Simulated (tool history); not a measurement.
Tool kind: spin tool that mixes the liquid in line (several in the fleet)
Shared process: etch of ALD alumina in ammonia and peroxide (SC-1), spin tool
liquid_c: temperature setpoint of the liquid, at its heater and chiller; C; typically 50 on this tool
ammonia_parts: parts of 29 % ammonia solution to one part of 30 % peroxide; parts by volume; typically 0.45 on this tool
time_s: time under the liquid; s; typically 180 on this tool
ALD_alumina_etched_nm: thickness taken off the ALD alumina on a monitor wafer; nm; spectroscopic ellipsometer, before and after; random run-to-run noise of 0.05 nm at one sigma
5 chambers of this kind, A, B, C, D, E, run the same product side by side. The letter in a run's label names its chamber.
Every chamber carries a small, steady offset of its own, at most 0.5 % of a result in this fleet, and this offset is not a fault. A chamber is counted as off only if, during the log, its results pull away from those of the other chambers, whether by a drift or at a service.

run   hour  liquid_c  ammonia_parts  time_s  read-back film thickness of the ALD alumina reference wafer, read on the same gauge (nm)  ALD_alumina_etched_nm
 1A    4.9        50           0.45     180                                                                                    39.988                 7.9881
 2E   10.1        50           0.45     180                                                                                    40.004                 7.9711
 3D   14.4        50           0.45     180                                                                                    39.993                 7.8379
      15.8  -- chamber B: new drum of ammonia solution connected
 4C     20        50           0.45     180                                                                                    39.987                 7.9013
 5B   27.3        50           0.45     180                                                                                        40                 7.8836
 6A   32.5        50           0.45     180                                                                                    39.987                 8.0021
 7D     39        50           0.45     180                                                                                    40.001                 7.9676
 8B   44.9        50           0.45     180                                                                                    40.009                 7.8759
 9C   48.4        50           0.45     180                                                                                    40.005                 7.8599
10E   55.1        50           0.45     180                                                                                    40.003                 7.8823
11E   61.1        50           0.45     180                                                                                    39.996                 7.9201
12A   65.4        50           0.45     180                                                                                    40.015                 7.8899
13B   69.6        50           0.45     180                                                                                     39.98                 7.9906
14C   73.7        50           0.45     180                                                                                    40.003                  7.766
15D   81.5        50           0.45     180                                                                                    39.994                 7.9302
16B   88.3        50           0.45     180                                                                                    39.992                 7.8048
17A   93.7        50           0.45     180                                                                                    40.009                   7.71
18C   99.5        50            0.3     280                                                                                    39.986                  11.88
19E  105.4        50            0.3     280                                                                                    40.006                 11.849
     107.4  -- chamber C: ammonia flow meter replaced
20D    109        50            0.3     280                                                                                    40.014                 11.682
     110.7  -- chamber B: ammonia flow meter replaced
21A    115        50            0.3     280                                                                                    40.011                 11.563
22E  118.5        50            0.3     280                                                                                    39.992                  11.78
23B  125.9        50           0.45     180                                                                                    40.015                 7.8988
24D  130.6        50           0.45     180                                                                                    39.992                 7.8746
25C  138.1        50           0.45     180                                                                                    39.997                 7.8206
26D  143.4        50           0.45     180                                                                                    39.994                 7.8421
27C  147.3        50           0.45     180                                                                                    39.997                 7.8213
     149.6  -- chamber C: new drum of ammonia solution connected
28A  153.5        50           0.45     180                                                                                    39.996                 7.5641
29E  160.7        50           0.45     180                                                                                    40.023                 7.8984
30B    166      44.5           0.45     240                                                                                    40.011                 7.6402
     168.5  -- chamber C: thermometer replaced
31D  172.3      44.5           0.45     240                                                                                    40.011                 7.6635
32C  176.4      44.5           0.45     240                                                                                    39.997                 7.7042
     176.9  -- chamber E: ammonia flow meter replaced
33B  181.3      44.5           0.45     240                                                                                    39.999                 7.6903
34A  188.3      44.5           0.45     240                                                                                    40.008                 7.3285
     189.6  -- chamber D: thermometer replaced
35E  191.7        50           0.45     180                                                                                    39.982                 7.9447
36D  195.1        50           0.45     180                                                                                    40.008                 7.8672
37C  202.8      43.5           0.45     180                                                                                    39.973                 5.4804
38E  207.6      43.5           0.45     180                                                                                    40.004                 5.5022
39B  213.9      43.5           0.45     180                                                                                    40.008                 5.4465
40A  221.5      43.5           0.45     180                                                                                    39.996                 5.2081

Read the log: is a single chamber off, either drifting away or since a service, is the gauge that measures every chamber drifting, or is nothing wrong beyond small per-chamber offsets? Name any odd chamber and what most likely caused it.

One chamber, A, drifts off from the rest bit by bit.
Most likely cause: temperature lost on the way to the wafer (K) = 1.19.
Not necessarily distinguishable in this log from: liquid colder than its thermometer reads (K).

Below are 4 candidate recipes for chamber A's next run, each the usual settings with a change, their results shown as question marks. Which of them brings A's results back in line with what the other chambers give on the usual settings?
To be in line, a result may differ from the other chambers' mean on the usual settings by at most: ALD_alumina_etched_nm 0.17 nm
41A-1   227        51           0.45     190                                                                                                                ?
41A-2   227      49.5           0.45     175                                                                                                                ?
41A-3   227        48           0.45     180                                                                                                                ?
41A-4   227      50.5           0.45     185                                                                                                                ?

On the usual settings, the other chambers give on average: ALD_alumina_etched_nm 7.8938 nm
  run  ALD_alumina_etched_nm
41A-1                 8.2877
41A-2                 7.0248
41A-3                 6.6437
41A-4                 7.8499
It is 41A-4 that realigns the chamber with its peers.
